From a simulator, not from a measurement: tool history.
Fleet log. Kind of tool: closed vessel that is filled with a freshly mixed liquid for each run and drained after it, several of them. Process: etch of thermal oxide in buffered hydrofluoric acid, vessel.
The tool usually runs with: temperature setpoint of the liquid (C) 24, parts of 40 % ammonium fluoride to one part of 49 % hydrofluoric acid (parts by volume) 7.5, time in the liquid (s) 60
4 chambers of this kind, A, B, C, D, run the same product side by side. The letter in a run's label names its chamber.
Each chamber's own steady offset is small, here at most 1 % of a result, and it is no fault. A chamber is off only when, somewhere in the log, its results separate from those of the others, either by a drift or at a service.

| run | hour | temperature setpoint of the liquid (C) | parts of 40 % ammonium fluoride to one part of 49 % hydrofluoric acid (parts by volume) | time in the liquid (s) | read-back film thickness of the thermal oxide reference wafer, read on the same gauge (nm) | thickness taken off the thermal oxide on a monitor wafer (angstrom) |
|---|---|---|---|---|---|---|
| 1A | 8.5 | 24 | 7.5 | 60 | 120.04 | 899.92 |
| 2C | 17.6 | 24 | 7.5 | 60 | 120.01 | 904.37 |
| 3B | 26.5 | 24 | 7.5 | 60 | 120.07 | 901.13 |
| 4D | 36.3 | 24 | 7.5 | 60 | 120.04 | 902.65 |
| 5B | 42.8 | 24 | 9.5 | 40 | 119.98 | 473.40 |
| 6C | 49.6 | 24 | 9.5 | 40 | 119.99 | 476.05 |
| 7D | 55.9 | 24 | 9.5 | 40 | 120.03 | 477.77 |
| 8A | 62.8 | 24 | 9.5 | 40 | 120.03 | 475.48 |
|  | 67.1 | chamber B: thermometer replaced |
| 9C | 70.4 | 28 | 7.5 | 40 | 120.01 | 751.09 |
| 10D | 76.9 | 28 | 7.5 | 40 | 119.99 | 749.84 |
| 11B | 84.9 | 28 | 7.5 | 40 | 120.04 | 739.51 |
| 12A | 95.7 | 28 | 7.5 | 40 | 120.02 | 743.48 |
| 13C | 103.8 | 24 | 7.5 | 60 | 120.04 | 903.28 |
| 14B | 109.9 | 24 | 7.5 | 60 | 120.02 | 898.80 |
| 15D | 120.0 | 24 | 7.5 | 60 | 119.98 | 902.33 |
| 16A | 130.1 | 24 | 7.5 | 60 | 119.99 | 894.62 |
| 17D | 139.8 | 24 | 7.5 | 60 | 120.01 | 906.47 |
| 18A | 145.9 | 24 | 7.5 | 60 | 120.00 | 896.15 |
| 19B | 153.0 | 24 | 7.5 | 60 | 120.03 | 894.17 |
| 20C | 161.3 | 24 | 7.5 | 60 | 120.01 | 903.09 |
| 21A | 168.8 | 24 | 7.5 | 60 | 120.00 | 899.18 |
| 22D | 175.2 | 24 | 7.5 | 60 | 119.97 | 905.63 |
| 23B | 182.1 | 27 | 7.5 | 60 | 120.00 | 1053.00 |
|  | 190.0 | chamber D: hydrofluoric acid flow meter replaced |
| 24C | 190.6 | 27 | 7.5 | 60 | 119.97 | 1064.70 |
| 25A | 200.0 | 27 | 7.5 | 60 | 119.97 | 1065.70 |
| 26C | 205.5 | 27 | 7.5 | 60 | 120.03 | 1059.20 |
| 27B | 214.4 | 24 | 7.5 | 60 | 120.00 | 901.47 |
| 28D | 222.6 | 24 | 7.5 | 60 | 120.01 | 903.64 |
| 29D | 232.0 | 24 | 7.5 | 60 | 119.94 | 901.16 |
| 30B | 238.1 | 24 | 7.5 | 60 | 120.01 | 896.73 |
| 31C | 247.6 | 24 | 7.5 | 60 | 120.04 | 900.62 |
| 32A | 254.9 | 24 | 7.5 | 60 | 120.00 | 903.01 |
| 33C | 265.5 | 24 | 7.5 | 60 | 120.05 | 904.08 |
| 34D | 276.6 | 24 | 7.5 | 60 | 120.00 | 896.95 |

For the next run the whole fleet of 4 chambers uses the same settings. Give each chamber's results:
| 35A | 284.6 | 24 | 7.5 | 60 |  | ? |
| 35B | 284.6 | 24 | 7.5 | 60 |  | ? |
| 35C | 284.6 | 24 | 7.5 | 60 |  | ? |
| 35D | 284.6 | 24 | 7.5 | 60 |  | ? |

| run | thickness taken off the thermal oxide on a monitor wafer (angstrom) |
|---|---|
| 35A | 903.97 |
| 35B | 901.43 |
| 35C | 902.73 |
| 35D | 896.57 |
